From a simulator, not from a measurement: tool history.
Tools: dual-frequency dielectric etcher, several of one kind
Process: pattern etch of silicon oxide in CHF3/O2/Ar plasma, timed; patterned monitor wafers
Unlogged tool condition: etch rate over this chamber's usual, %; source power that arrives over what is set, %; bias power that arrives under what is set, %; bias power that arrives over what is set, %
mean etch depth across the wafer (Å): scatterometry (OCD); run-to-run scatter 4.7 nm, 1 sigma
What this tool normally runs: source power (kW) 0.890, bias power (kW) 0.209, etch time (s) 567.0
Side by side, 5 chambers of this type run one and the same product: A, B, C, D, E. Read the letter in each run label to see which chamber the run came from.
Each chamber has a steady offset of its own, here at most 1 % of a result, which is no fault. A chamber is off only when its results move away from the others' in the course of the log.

run    day  source power (kW)  bias power (kW)  etch time (s)  hours since the last wet clean  hours since the last source power generator calibration  hours since the last bias power generator calibration  read-back reference wafer on the same gauge, depth_nm  mean etch depth across the wafer (Å)
     0.046  -- chamber B: source power generator calibrated
 1B  0.292              0.890            0.209          567.0                           171.1                                                      6.0                                                  443.8                                                 1549.2                                 13850
 2A  0.650              0.890            0.209          567.0                           271.5                                                   1956.8                                                 2184.2                                                 1547.8                                 13671
 3C  1.062              0.890            0.209          567.0                           222.8                                                    503.6                                                  338.3                                                 1549.3                                 13561
 4E  1.421              0.890            0.209          567.0                           238.2                                                   1691.1                                                 1173.1                                                 1548.9                                 13865
 5D  1.650              0.890            0.209          567.0                           283.3                                                   2574.2                                                  673.6                                                 1550.3                                 13795
 6B  2.042              0.890            0.209          567.0                           213.1                                                     48.0                                                  485.8                                                 1550.8                                 13811
 7E  2.221              0.890            0.209          567.0                           257.4                                                   1710.3                                                 1192.3                                                 1550.4                                 13811
 8C  2.483              0.890            0.209          567.0                           256.9                                                    537.7                                                  372.4                                                 1551.3                                 13570
 9A  2.825              0.890            0.209          567.0                           323.7                                                   2009.0                                                 2236.4                                                 1549.4                                 13654
10D  3.188              0.890            0.209          567.0                           320.2                                                   2611.1                                                  710.5                                                 1549.4                                 13892
11A  3.412              0.890            0.209          509.5                           337.8                                                   2023.1                                                 2250.5                                                 1550.2                                 12279
12C  3.712              0.890            0.209          509.5                           286.4                                                    567.2                                                  401.9                                                 1550.7                                 12131
13E  4.075              0.890            0.209          509.5                           301.9                                                   1754.8                                                 1236.8                                                 1549.4                                 12488
14B  4.475              0.890            0.209          509.5                           271.5                                                    106.4                                                  544.2                                                 1548.9                                 12565
15D  4.658              0.890            0.209          509.5                           355.5                                                   2646.4                                                  745.8                                                 1550.7                                 12361
16B  4.912              0.890            0.209          567.0                           282.0                                                    116.9                                                  554.7                                                 1550.1                                 14001
17E  5.133              0.810            0.209          444.0                           327.3                                                   1780.2                                                 1262.2                                                 1550.8                                 10375
18A  5.392              0.810            0.209          444.0                           385.3                                                   2070.6                                                 2298.0                                                 1549.8                                 10329
19C  5.638              0.810            0.209          444.0                           332.6                                                    613.4                                                  448.1                                                 1550.2                                 10249
20D  5.833              0.810            0.209          444.0                           383.7                                                   2674.6                                                  774.0                                                 1551.1                                 10378
21E  6.250              0.810            0.209          444.0                           354.1                                                   1807.0                                                 1289.0                                                 1549.8                                 10402
22A  6.429              1.100            0.209          567.0                           410.2                                                   2095.5                                                 2322.9                                                 1549.8                                 14778
23B  6.679              1.100            0.209          567.0                           324.4                                                    159.3                                                  597.1                                                 1549.5                                 15327
     6.921  -- chamber A: bias power generator calibrated
24D  7.079              1.100            0.209          567.0                           413.6                                                   2704.5                                                  803.9                                                 1550.1                                 14982
25C  7.483              1.100            0.209          567.0                           376.9                                                    657.7                                                  492.4                                                 1551.1                                 14670
26D  7.854              1.100            0.209          567.0                           432.2                                                   2723.1                                                  822.5                                                 1550.1                                 14980
27A  8.221              0.890            0.209          567.0                           453.2                                                   2138.5                                                   31.2                                                 1549.6                                 13623
28E  8.483              0.890            0.209          567.0                           407.7                                                   1860.6                                                 1342.6                                                 1549.4                                 13831
29C  8.775              0.890            0.209          567.0                           407.9                                                    688.7                                                  523.4                                                 1550.6                                 13547
30B  9.179              0.890            0.209          567.0                           384.4                                                    219.3                                                  657.1                                                 1550.9                                 14250
31D  9.371              0.890            0.209          567.0                           468.6                                                   2759.5                                                  858.9                                                 1550.1                                 13805

All 5 chambers run these settings next. Forecast each chamber's results:
32A  9.667              0.890            0.209          567.0                                                                                                                                                                                                                                            ?
32B  9.667              0.890            0.209          567.0                                                                                                                                                                                                                                            ?
32C  9.667              0.890            0.209          567.0                                                                                                                                                                                                                                            ?
32D  9.667              0.890            0.209          567.0                                                                                                                                                                                                                                            ?
32E  9.667              0.890            0.209          567.0                                                                                                                                                                                                                                            ?

run  mean etch depth across the wafer (Å)
32A                                 13657
32B                                 14322
32C                                 13569
32D                                 13873
32E                                 13833

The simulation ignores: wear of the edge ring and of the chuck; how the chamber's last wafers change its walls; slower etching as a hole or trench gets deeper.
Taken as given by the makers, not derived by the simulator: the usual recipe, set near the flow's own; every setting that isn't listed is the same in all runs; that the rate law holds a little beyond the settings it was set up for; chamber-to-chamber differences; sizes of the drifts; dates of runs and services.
